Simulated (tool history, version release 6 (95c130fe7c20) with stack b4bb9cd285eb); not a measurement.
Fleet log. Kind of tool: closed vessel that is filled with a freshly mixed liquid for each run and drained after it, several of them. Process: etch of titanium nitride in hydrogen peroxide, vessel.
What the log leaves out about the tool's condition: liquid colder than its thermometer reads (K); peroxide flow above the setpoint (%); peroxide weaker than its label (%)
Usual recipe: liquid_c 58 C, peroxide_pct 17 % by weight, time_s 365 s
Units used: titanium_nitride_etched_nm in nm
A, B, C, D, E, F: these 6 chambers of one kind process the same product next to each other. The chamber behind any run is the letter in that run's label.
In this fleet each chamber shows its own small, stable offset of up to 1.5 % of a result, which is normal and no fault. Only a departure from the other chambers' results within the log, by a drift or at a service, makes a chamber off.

run   hour  liquid_c  peroxide_pct  time_s  hours since the thermometer was replaced  hours since the peroxide flow meter was replaced  hours since the drum of peroxide was connected  read-back film thickness of the titanium nitride reference wafer, read on the same gauge (nm)  titanium_nitride_etched_nm
 1F    4.9        58            17     365                                     800.9                                             293.5                                             793                                                                                            120                       39.65
 2D   10.2        58            17     365                                     539.9                                            1272.1                                           360.1                                                                                         119.99                      40.271
 3C   13.6        58            17     365                                     593.2                                             952.2                                           835.1                                                                                            120                      40.396
 4E   16.3        58            17     365                                     299.3                                              1332                                           204.3                                                                                         119.99                      40.778
 5B   21.4        58            17     365                                    1695.5                                            1166.1                                           373.5                                                                                         120.03                      40.511
 6A   26.2        66            17     215                                    1433.1                                             722.8                                            54.1                                                                                         119.98                       40.67
 7A   31.8        66            17     215                                    1438.7                                             728.4                                            59.7                                                                                         119.99                      40.012
 8E   37.5        66            17     215                                     320.5                                            1353.2                                           225.5                                                                                         120.01                      40.278
 9C   40.8        66            17     215                                     620.4                                             979.4                                           862.3                                                                                         120.02                      39.914
10F   45.9        66            17     215                                     841.9                                             334.5                                             834                                                                                         120.02                      39.786
11B     51        66            17     215                                    1725.1                                            1195.7                                           403.1                                                                                            120                      39.872
12D     56        58            17     365                                     585.7                                            1317.9                                           405.9                                                                                            120                      39.762
13B   59.6        58            17     365                                    1733.7                                            1204.3                                           411.7                                                                                         120.01                      39.867
14A   63.7        58            17     365                                    1470.6                                             760.3                                            91.6                                                                                         119.98                      40.365
15C   67.1        58            17     365                                     646.7                                            1005.7                                           888.6                                                                                         119.98                      40.246
16F   71.2        58            17     365                                     867.2                                             359.8                                           859.3                                                                                         119.98                      40.121
17E   75.9        66            17     465                                     358.9                                            1391.6                                           263.9                                                                                         119.96                      87.051
18D   81.3        66            17     465                                       611                                            1343.2                                           431.2                                                                                         120.02                      86.202
19F   86.3        66            17     465                                     882.3                                             374.9                                           874.4                                                                                         120.01                      87.145
20D   89.5        66            17     465                                     619.2                                            1351.4                                           439.4                                                                                         120.02                      86.652
21B   92.8        66            17     465                                    1766.9                                            1237.5                                           444.9                                                                                         119.97                      86.856
22E   98.4        66            17     465                                     381.4                                            1414.1                                           286.4                                                                                         120.01                        88.4
     101.6  -- chamber D: peroxide flow meter replaced
23C  102.5        58            17     365                                     682.1                                            1041.1                                             924                                                                                         119.98                      40.082
     105.1  -- chamber F: new drum of peroxide connected
24A  108.1        58            17     365                                      1515                                             804.7                                             136                                                                                         119.98                      39.862
25E  113.1        58            17     365                                     396.1                                            1428.8                                           301.1                                                                                         120.04                       40.54
     114.3  -- chamber C: peroxide flow meter replaced
26F  117.7        58            17     365                                     913.7                                             406.3                                            12.7                                                                                         119.99                      40.153
27C  123.1        58            17     365                                     702.7                                               8.9                                           944.6                                                                                         119.98                      40.139
28B  127.3        58            17     365                                    1801.4                                              1272                                           479.4                                                                                         120.05                      39.872
29D  132.6        58            17     365                                     662.3                                              31.1                                           482.5                                                                                            120                      37.989
30A  135.7        58            17     365                                    1542.6                                             832.3                                           163.6                                                                                         120.02                      39.511
31F  140.2        58            17     365                                     936.2                                             428.8                                            35.2                                                                                         120.04                       39.94
32E  145.6        58            17     365                                     428.6                                            1461.3                                           333.6                                                                                            120                      40.256
33C  149.9        58            17     365                                     729.5                                              35.7                                           971.4                                                                                         119.96                      39.964
34D  153.2        58            17     365                                     682.9                                              51.7                                           503.1                                                                                         119.99                      37.604
35A  158.2        58            17     365                                    1565.1                                             854.8                                           186.1                                                                                         119.99                      40.053
36B  163.9        58            17     365                                      1838                                            1308.6                                             516                                                                                            120                      40.128
37F  167.7        58            17     365                                     963.7                                             456.3                                            62.7                                                                                         119.98                      39.508
38B  170.4        58            17     365                                    1844.5                                            1315.1                                           522.5                                                                                         120.07                      40.502
39A  175.7        58            17     365                                    1582.6                                             872.3                                           203.6                                                                                         120.02                      40.391
40C  179.9        58            17     365                                     759.5                                              65.7                                          1001.4                                                                                         119.99                       40.52
41D  185.5        58            17     365                                     715.2                                                84                                           535.4                                                                                            120                      36.854

Each of the 6 chambers runs these same settings next. Fill in every chamber's results:
42A  189.5        58            17     365                                                                                                                                                                                                                                                                      ?
42B  189.5        58            17     365                                                                                                                                                                                                                                                                      ?
42C  189.5        58            17     365                                                                                                                                                                                                                                                                      ?
42D  189.5        58            17     365                                                                                                                                                                                                                                                                      ?
42E  189.5        58            17     365                                                                                                                                                                                                                                                                      ?
42F  189.5        58            17     365                                                                                                                                                                                                                                                                      ?

run  titanium_nitride_etched_nm
42A                      40.007
42B                      40.168
42C                      39.759
42D                      36.234
42E                       40.45
42F                      39.922

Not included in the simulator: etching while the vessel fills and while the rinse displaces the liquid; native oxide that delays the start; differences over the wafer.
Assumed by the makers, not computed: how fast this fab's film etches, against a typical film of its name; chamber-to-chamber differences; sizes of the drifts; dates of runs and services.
